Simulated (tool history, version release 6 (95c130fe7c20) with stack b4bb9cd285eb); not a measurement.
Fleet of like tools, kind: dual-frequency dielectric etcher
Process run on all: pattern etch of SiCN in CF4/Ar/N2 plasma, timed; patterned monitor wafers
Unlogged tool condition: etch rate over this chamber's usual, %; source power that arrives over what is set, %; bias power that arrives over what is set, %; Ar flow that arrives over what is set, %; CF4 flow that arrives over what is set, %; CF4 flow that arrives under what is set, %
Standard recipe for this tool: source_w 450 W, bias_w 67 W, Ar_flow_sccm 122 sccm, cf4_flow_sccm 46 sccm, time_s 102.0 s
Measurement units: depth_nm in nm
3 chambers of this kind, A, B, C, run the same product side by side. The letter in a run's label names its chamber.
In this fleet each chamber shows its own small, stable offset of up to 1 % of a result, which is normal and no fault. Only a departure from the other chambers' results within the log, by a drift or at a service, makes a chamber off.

| run | hour | source_w | bias_w | Ar_flow_sccm | cf4_flow_sccm | time_s | hours since the last wet clean | hours since the last source power generator calibration | hours since the last bias power generator calibration | hours since the last Ar flow controller change | hours since the last CF4 flow controller change | read-back reference wafer on the same gauge, depth_nm | depth_nm |
|---|---|---|---|---|---|---|---|---|---|---|---|---|---|
| 1A | 5.0 | 450 | 67 | 122 | 46 | 102.0 | 208.9 | 1050.7 | 503.6 | 661.2 | 2216.5 | 90.362 | 77.363 |
| 2C | 9.4 | 450 | 67 | 122 | 46 | 102.0 | 56.6 | 4453.4 | 16.5 | 2185.6 | 2096.3 | 90.378 | 77.382 |
| 3B | 15.3 | 450 | 67 | 122 | 46 | 102.0 | 131.4 | 514.4 | 1745.2 | 1445.6 | 1264.9 | 90.406 | 77.275 |
| 4B | 20.4 | 450 | 67 | 122 | 46 | 102.0 | 136.5 | 519.5 | 1750.3 | 1450.7 | 1270.0 | 90.439 | 77.303 |
| 5A | 24.8 | 450 | 67 | 122 | 46 | 102.0 | 228.7 | 1070.5 | 523.4 | 681.0 | 2236.3 | 90.406 | 77.487 |
|  | 25.6 | chamber A: CF4 flow controller replaced |
| 6C | 29.8 | 450 | 67 | 122 | 46 | 102.0 | 77.0 | 4473.8 | 36.9 | 2206.0 | 2116.7 | 90.426 | 77.229 |
| 7B | 33.9 | 450 | 67 | 122 | 46 | 102.0 | 150.0 | 533.0 | 1763.8 | 1464.2 | 1283.5 | 90.380 | 77.896 |
| 8A | 36.9 | 450 | 67 | 122 | 46 | 102.0 | 240.8 | 1082.6 | 535.5 | 693.1 | 11.4 | 90.448 | 77.851 |
| 9C | 42.7 | 450 | 67 | 122 | 46 | 102.0 | 89.9 | 4486.7 | 49.8 | 2218.9 | 2129.6 | 90.365 | 77.085 |
| 10A | 46.1 | 450 | 67 | 122 | 46 | 102.0 | 250.0 | 1091.8 | 544.7 | 702.3 | 20.6 | 90.371 | 77.817 |
| 11B | 50.4 | 450 | 67 | 122 | 46 | 102.0 | 166.5 | 549.5 | 1780.3 | 1480.7 | 1300.0 | 90.405 | 77.342 |
| 12C | 54.8 | 450 | 67 | 122 | 46 | 102.0 | 102.0 | 4498.8 | 61.9 | 2231.0 | 2141.7 | 90.368 | 76.866 |
| 13C | 59.0 | 450 | 67 | 122 | 46 | 87.0 | 106.2 | 4503.0 | 66.1 | 2235.2 | 2145.9 | 90.429 | 66.053 |
| 14A | 63.4 | 450 | 67 | 122 | 46 | 87.0 | 267.3 | 1109.1 | 562.0 | 719.6 | 37.9 | 90.404 | 66.313 |
| 15B | 67.4 | 450 | 67 | 122 | 46 | 87.0 | 183.5 | 566.5 | 1797.3 | 1497.7 | 1317.0 | 90.401 | 66.010 |
| 16A | 71.4 | 500 | 67 | 122 | 46 | 102.0 | 275.3 | 1117.1 | 570.0 | 727.6 | 45.9 | 90.475 | 85.328 |
| 17B | 74.6 | 500 | 67 | 122 | 46 | 102.0 | 190.7 | 573.7 | 1804.5 | 1504.9 | 1324.2 | 90.390 | 85.033 |
| 18C | 80.4 | 500 | 67 | 122 | 46 | 102.0 | 127.6 | 4524.4 | 87.5 | 2256.6 | 2167.3 | 90.345 | 84.199 |
| 19A | 83.5 | 450 | 67 | 122 | 46 | 102.0 | 287.4 | 1129.2 | 582.1 | 739.7 | 58.0 | 90.414 | 78.284 |
| 20B | 87.5 | 450 | 67 | 122 | 46 | 102.0 | 203.6 | 586.6 | 1817.4 | 1517.8 | 1337.1 | 90.336 | 77.540 |
| 21C | 92.7 | 450 | 67 | 122 | 46 | 102.0 | 139.9 | 4536.7 | 99.8 | 2268.9 | 2179.6 | 90.373 | 76.917 |
| 22C | 95.9 | 450 | 67 | 122 | 46 | 102.0 | 143.1 | 4539.9 | 103.0 | 2272.1 | 2182.8 | 90.429 | 76.863 |
| 23B | 101.7 | 450 | 67 | 122 | 46 | 102.0 | 217.8 | 600.8 | 1831.6 | 1532.0 | 1351.3 | 90.425 | 77.529 |
| 24A | 105.0 | 450 | 67 | 122 | 46 | 102.0 | 308.9 | 1150.7 | 603.6 | 761.2 | 79.5 | 90.368 | 77.740 |
| 25B | 110.7 | 450 | 67 | 122 | 46 | 102.0 | 226.8 | 609.8 | 1840.6 | 1541.0 | 1360.3 | 90.399 | 77.352 |
| 26C | 115.1 | 450 | 67 | 150 | 46 | 102.0 | 162.3 | 4559.1 | 122.2 | 2291.3 | 2202.0 | 90.474 | 74.473 |
| 27A | 119.0 | 450 | 67 | 150 | 46 | 102.0 | 322.9 | 1164.7 | 617.6 | 775.2 | 93.5 | 90.448 | 75.502 |
| 28C | 121.7 | 450 | 67 | 150 | 46 | 102.0 | 168.9 | 4565.7 | 128.8 | 2297.9 | 2208.6 | 90.488 | 74.046 |
| 29A | 124.5 | 450 | 67 | 122 | 46 | 102.0 | 328.4 | 1170.2 | 623.1 | 780.7 | 99.0 | 90.304 | 78.029 |
| 30B | 128.6 | 450 | 67 | 122 | 46 | 102.0 | 244.7 | 627.7 | 1858.5 | 1558.9 | 1378.2 | 90.334 | 77.458 |
| 31B | 131.2 | 450 | 67 | 122 | 46 | 102.0 | 247.3 | 630.3 | 1861.1 | 1561.5 | 1380.8 | 90.464 | 77.541 |
| 32C | 136.2 | 450 | 67 | 122 | 46 | 102.0 | 183.4 | 4580.2 | 143.3 | 2312.4 | 2223.1 | 90.452 | 77.622 |
| 33A | 140.9 | 450 | 67 | 122 | 46 | 102.0 | 344.8 | 1186.6 | 639.5 | 797.1 | 115.4 | 90.461 | 78.468 |
| 34C | 145.2 | 450 | 67 | 122 | 46 | 102.0 | 192.4 | 4589.2 | 152.3 | 2321.4 | 2232.1 | 90.428 | 76.701 |
| 35A | 150.6 | 450 | 67 | 122 | 46 | 123.5 | 354.5 | 1196.3 | 649.2 | 806.8 | 125.1 | 90.462 | 94.020 |
| 36B | 153.5 | 450 | 67 | 122 | 46 | 123.5 | 269.6 | 652.6 | 1883.4 | 1583.8 | 1403.1 | 90.371 | 93.594 |
| 37B | 159.0 | 450 | 67 | 122 | 46 | 123.5 | 275.1 | 658.1 | 1888.9 | 1589.3 | 1408.6 | 90.414 | 93.418 |
| 38A | 161.8 | 450 | 67 | 122 | 46 | 102.0 | 365.7 | 1207.5 | 660.4 | 818.0 | 136.3 | 90.452 | 77.449 |
| 39C | 165.6 | 450 | 67 | 122 | 46 | 102.0 | 212.8 | 4609.6 | 172.7 | 2341.8 | 2252.5 | 90.370 | 77.092 |
| 40B | 171.4 | 450 | 67 | 122 | 46 | 102.0 | 287.5 | 670.5 | 1901.3 | 1601.7 | 1421.0 | 90.423 | 77.527 |

For the next run the whole fleet of 3 chambers uses the same settings. Give each chamber's results:
| 41A | 175.7 | 450 | 67 | 122 | 55 | 102.0 |  |  |  |  |  |  | ? |
| 41B | 175.7 | 450 | 67 | 122 | 55 | 102.0 |  |  |  |  |  |  | ? |
| 41C | 175.7 | 450 | 67 | 122 | 55 | 102.0 |  |  |  |  |  |  | ? |

| run | depth_nm |
|---|---|
| 41A | 80.283 |
| 41B | 79.597 |
| 41C | 79.241 |

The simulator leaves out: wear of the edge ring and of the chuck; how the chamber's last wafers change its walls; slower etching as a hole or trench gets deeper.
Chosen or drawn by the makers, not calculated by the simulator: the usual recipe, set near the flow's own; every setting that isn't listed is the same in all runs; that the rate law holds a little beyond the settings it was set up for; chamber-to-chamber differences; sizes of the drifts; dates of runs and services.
